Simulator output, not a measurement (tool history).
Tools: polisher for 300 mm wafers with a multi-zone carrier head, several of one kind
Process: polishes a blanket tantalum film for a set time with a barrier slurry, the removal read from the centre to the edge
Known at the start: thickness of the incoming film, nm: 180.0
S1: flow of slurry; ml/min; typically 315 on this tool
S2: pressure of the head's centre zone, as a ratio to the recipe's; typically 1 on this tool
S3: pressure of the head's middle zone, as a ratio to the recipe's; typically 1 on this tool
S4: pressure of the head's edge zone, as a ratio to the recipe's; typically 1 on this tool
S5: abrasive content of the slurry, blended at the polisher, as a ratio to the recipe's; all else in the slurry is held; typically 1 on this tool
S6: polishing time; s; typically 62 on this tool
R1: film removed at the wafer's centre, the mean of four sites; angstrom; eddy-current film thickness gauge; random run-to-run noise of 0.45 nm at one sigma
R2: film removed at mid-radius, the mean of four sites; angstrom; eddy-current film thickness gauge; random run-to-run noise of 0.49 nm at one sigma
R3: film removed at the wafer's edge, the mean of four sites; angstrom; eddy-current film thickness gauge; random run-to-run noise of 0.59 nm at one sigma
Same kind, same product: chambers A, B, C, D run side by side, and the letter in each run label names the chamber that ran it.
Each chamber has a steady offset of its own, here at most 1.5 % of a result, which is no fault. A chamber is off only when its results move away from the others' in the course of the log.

run   hour   S1  S2    S3   S4    S5  S6      R1      R2      R3
 1C    7.3  315   1     1    1     1  62  592.55  601.91   582.6
      12.1  -- chamber A: worn pad replaced by a new one
 2B   15.2  315   1     1    1     1  62  591.48  599.76  595.35
      26.6  -- chamber B: worn pad replaced by a new one
 3A     31  315   1     1    1     1  62  599.44  598.37  603.21
      34.1  -- chamber C: worn pad replaced by a new one
 4D   44.5  315   1     1    1     1  62  603.59  598.43  601.93
 5D   59.1  315   1     1    1     1  62  605.72  591.95  608.57
      65.5  -- chamber D: worn pad replaced by a new one
 6C   74.9  315   1     1    1     1  62  595.95  609.61  595.26
 7B   83.7  315   1     1    1     1  62  595.86  593.38  597.79
      88.6  -- chamber A: worn pad replaced by a new one
 8A   97.1  315   1     1    1     1  62  597.43  598.45  591.74
 9A  106.6  315   1  0.93    1     1  62  590.01  561.51  593.74
     111.3  -- chamber B: worn pad replaced by a new one
10D  117.9  315   1  0.93    1     1  62  600.49  568.69  597.99
11C  125.4  315   1  0.93    1     1  62  597.72  550.84  594.47
     129.4  -- chamber C: worn pad replaced by a new one
12B  136.8  315   1  0.93    1     1  62  602.59   554.9  589.32
13D  144.6  315   1     1    1     1  62   603.3  599.41     595
14C  154.6  315   1     1    1     1  62  603.51  598.57  583.92
     161.4  -- chamber D: worn pad replaced by a new one
15A  165.5  315   1     1    1     1  62   599.2  588.25  592.93
16B    173  315   1     1    1     1  62  606.17  601.93  604.11
     173.6  -- chamber A: worn pad replaced by a new one
17B  183.5  415   1     1    1     1  62  615.29  615.88  611.68
     190.4  -- chamber B: worn pad replaced by a new one
18D  194.2  415   1     1    1     1  62  613.41  611.24  616.33
     198.7  -- chamber A: slurry nozzle cleaned
       202  -- chamber A: edge zone pressure recalibrated
19A  209.8  415   1     1    1     1  62  618.29  611.71  604.22
     216.3  -- chamber C: edge zone pressure recalibrated
20C  221.7  415   1     1    1     1  62  616.34   618.7  595.16
     223.9  -- chamber C: worn pad replaced by a new one
21A  233.7  315   1     1    1     1  62  598.05  597.33  596.21
22D  244.3  315   1     1    1     1  62  602.23  603.92   598.2
       253  -- chamber A: worn pad replaced by a new one
23B  254.2  210   1     1    1  0.75  62  531.56  520.08   530.3
24C  263.8  210   1     1    1  0.75  62  523.71  529.28  528.79
     270.6  -- chamber B: slurry nozzle cleaned
     275.3  -- chamber D: worn pad replaced by a new one
25C  277.5  210   1     1    1  0.75  62  530.05  529.26  509.61
     285.8  -- chamber D: centre zone pressure recalibrated
     291.9  -- chamber B: worn pad replaced by a new one
26A  291.9  210   1     1    1  0.75  62     521  531.51  527.22
27B  299.5  315   1     1    1     1  62  621.94  596.65   589.6
       304  -- chamber C: worn pad replaced by a new one
28D  310.6  315   1     1    1     1  62  605.86  607.26  601.35
29B  322.9  315   1     1    1     1  62  620.91  594.26     602
30C  332.5  395   1     1  1.1     1  62  618.12  607.63  621.75
       340  -- chamber A: worn pad replaced by a new one
31A  344.9  395   1     1  1.1     1  62  610.16  604.38  627.09
32D  357.2  395   1     1  1.1     1  62  613.92  610.03  639.99
33C  370.8  395   1     1  1.1     1  62  615.65   611.5  637.91
     379.3  -- chamber B: worn pad replaced by a new one
     382.8  -- chamber D: worn pad replaced by a new one
34B  384.2  315   1     1    1     1  62  635.64  589.87  590.55
35D  397.3  315   1     1    1     1  62  602.37  598.61  605.73
36A  410.6  315   1     1    1     1  62  592.32  600.58  593.63
37A  418.9  315   1     1    1     1  62  606.26  602.95  604.43
38B  434.7  315   1     1    1     1  62  631.25  594.08  590.14
39D  446.9  315   1     1    1     1  62  597.01  604.76  599.67

Is one chamber off against the others, does the gauge drift, or is nothing wrong? If a chamber is off, say which, and what the likeliest cause is.

Chamber B drifts away from the others.
What lies behind it: centre zone's pressure above its setpoint, % = 6.06.

Below are 4 candidate recipes for chamber B's next run, each the usual settings with a change, their results shown as question marks. Which of them brings B's results back in line with what the other chambers give on the usual settings?
In line means no further than this from the other chambers' mean on the usual settings: R1 16 angstrom; R2 17 angstrom; R3 20 angstrom
40B-1  458.5  320  1.05  0.98  0.98   1  62   ?   ?   ?
40B-2  458.5  310  0.91  1.03  1.03   1  61   ?   ?   ?
40B-3  458.5  320  1.09  0.97  0.97   1  63   ?   ?   ?
40B-4  458.5  310  0.95  1.02  1.02   1  62   ?   ?   ?

Mean of the other chambers on the usual settings: R1 598.65 angstrom; R2 598.41 angstrom; R3 594.8 angstrom
  run      R1      R2      R3
40B-1  675.09  580.46  586.71
40B-2  567.07   596.8   590.8
40B-3  714.12  584.12  593.09
40B-4  603.99  600.98  597.48
The answer is 40B-4, which returns the chamber to within the allowed miss of the others.

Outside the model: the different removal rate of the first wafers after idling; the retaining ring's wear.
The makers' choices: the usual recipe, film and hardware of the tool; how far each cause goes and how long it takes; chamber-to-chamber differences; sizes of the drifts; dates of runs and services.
